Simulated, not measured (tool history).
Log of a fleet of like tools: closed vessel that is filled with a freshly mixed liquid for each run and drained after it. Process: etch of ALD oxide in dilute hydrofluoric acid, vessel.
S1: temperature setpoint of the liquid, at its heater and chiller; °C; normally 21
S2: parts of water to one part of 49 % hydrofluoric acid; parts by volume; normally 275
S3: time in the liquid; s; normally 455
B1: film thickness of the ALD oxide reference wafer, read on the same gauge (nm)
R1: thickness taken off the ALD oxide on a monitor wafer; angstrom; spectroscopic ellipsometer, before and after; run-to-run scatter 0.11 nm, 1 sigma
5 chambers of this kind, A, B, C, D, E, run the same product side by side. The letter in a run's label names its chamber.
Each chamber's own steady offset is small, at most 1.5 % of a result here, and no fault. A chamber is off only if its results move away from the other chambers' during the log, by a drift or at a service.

Run 1B, hour 2.9: usual settings; B1 79.985. Result: R1 121.26 angstrom.
Run 2C, hour 5.5: usual settings; B1 80.028. Result: R1 121.58 angstrom.
Run 3D, hour 10.3: usual settings; B1 79.998. Result: R1 118.7 angstrom.
Run 4A, hour 14.6: usual settings; B1 79.976. Result: R1 120.58 angstrom.
Run 5E, hour 17.4: usual settings; B1 79.969. Result: R1 119.5 angstrom.
Run 6D, hour 20.4: usual settings; B1 80.008. Result: R1 117.25 angstrom.
Run 7C, hour 24.4: usual settings; B1 80.043. Result: R1 120.73 angstrom.
Run 8B, hour 27.9: usual settings but S3 195 s; B1 80.036. Result: R1 51.487 angstrom.
Run 9A, hour 32.7: usual settings but S3 195 s; B1 80.015. Result: R1 51.192 angstrom.
Run 10E, hour 34.9: usual settings but S3 195 s; B1 80.036. Result: R1 51.627 angstrom.
Run 11B, hour 37.1: usual settings but S3 195 s; B1 80.003. Result: R1 52.296 angstrom.
Run 12A, hour 40.7: usual settings but S3 195 s; B1 79.99. Result: R1 51.64 angstrom.
Run 13C, hour 44.3: usual settings; B1 80.01. Result: R1 120.3 angstrom.
Run 14D, hour 47.6: usual settings; B1 79.999. Result: R1 119.05 angstrom.
Run 15E, hour 51.2: usual settings; B1 80.013. Result: R1 121.08 angstrom.
Run 16A, hour 55.6: usual settings; B1 80.009. Result: R1 124.02 angstrom.
Run 17E, hour 58.9: usual settings; B1 80.001. Result: R1 119.47 angstrom.
Run 18B, hour 61.9: usual settings; B1 80.016. Result: R1 121.9 angstrom.
Run 19C, hour 65: usual settings; B1 80.013. Result: R1 121.48 angstrom.
Run 20D, hour 69.8: usual settings; B1 80.012. Result: R1 119.59 angstrom.
Run 21A, hour 73.9: usual settings; B1 80.026. Result: R1 126.01 angstrom.
Run 22D, hour 78.3: usual settings; B1 80.022. Result: R1 121 angstrom.
Run 23B, hour 82.9: usual settings; B1 80.001. Result: R1 121.84 angstrom.
Run 24E, hour 85.6: usual settings; B1 79.987. Result: R1 118.98 angstrom.
Run 25C, hour 89.5: usual settings; B1 80.007. Result: R1 120.66 angstrom.
Run 26E, hour 93.7: usual settings; B1 80.009. Result: R1 118.94 angstrom.
Run 27B, hour 98.5: usual settings; B1 79.99. Result: R1 123.35 angstrom.
Run 28C, hour 101.6: usual settings; B1 79.995. Result: R1 119.87 angstrom.
Run 29A, hour 105.1: usual settings; B1 80.003. Result: R1 132.01 angstrom.
Run 30D, hour 110: usual settings; B1 79.968. Result: R1 118.73 angstrom.
Run 31B, hour 114.8: usual settings; B1 79.995. Result: R1 121.24 angstrom.
Run 32E, hour 117: usual settings; B1 80.047. Result: R1 121.56 angstrom.
Run 33A, hour 120.5: usual settings; B1 80.006. Result: R1 130.2 angstrom.
Run 34C, hour 123.5: usual settings but S3 315 s; B1 80.017. Result: R1 82.979 angstrom.
Run 35D, hour 126: usual settings but S3 315 s; B1 80.016. Result: R1 82.918 angstrom.
Run 36D, hour 130.3: usual settings but S3 315 s; B1 80.015. Result: R1 81.908 angstrom.
Run 37E, hour 134.1: usual settings but S3 315 s; B1 79.993. Result: R1 82.42 angstrom.
Run 38B, hour 138.5: usual settings but S3 315 s; B1 79.998. Result: R1 83.39 angstrom.

All 5 chambers run these settings next. Forecast each chamber's results:
Run 39A, hour 142: usual settings. Result: R1 ?.
Run 39B, hour 142: usual settings. Result: R1 ?.
Run 39C, hour 142: usual settings. Result: R1 ?.
Run 39D, hour 142: usual settings. Result: R1 ?.
Run 39E, hour 142: usual settings. Result: R1 ?.

run      R1
39A  136.34
39B   120.5
39C  120.53
39D  116.83
39E  120.63
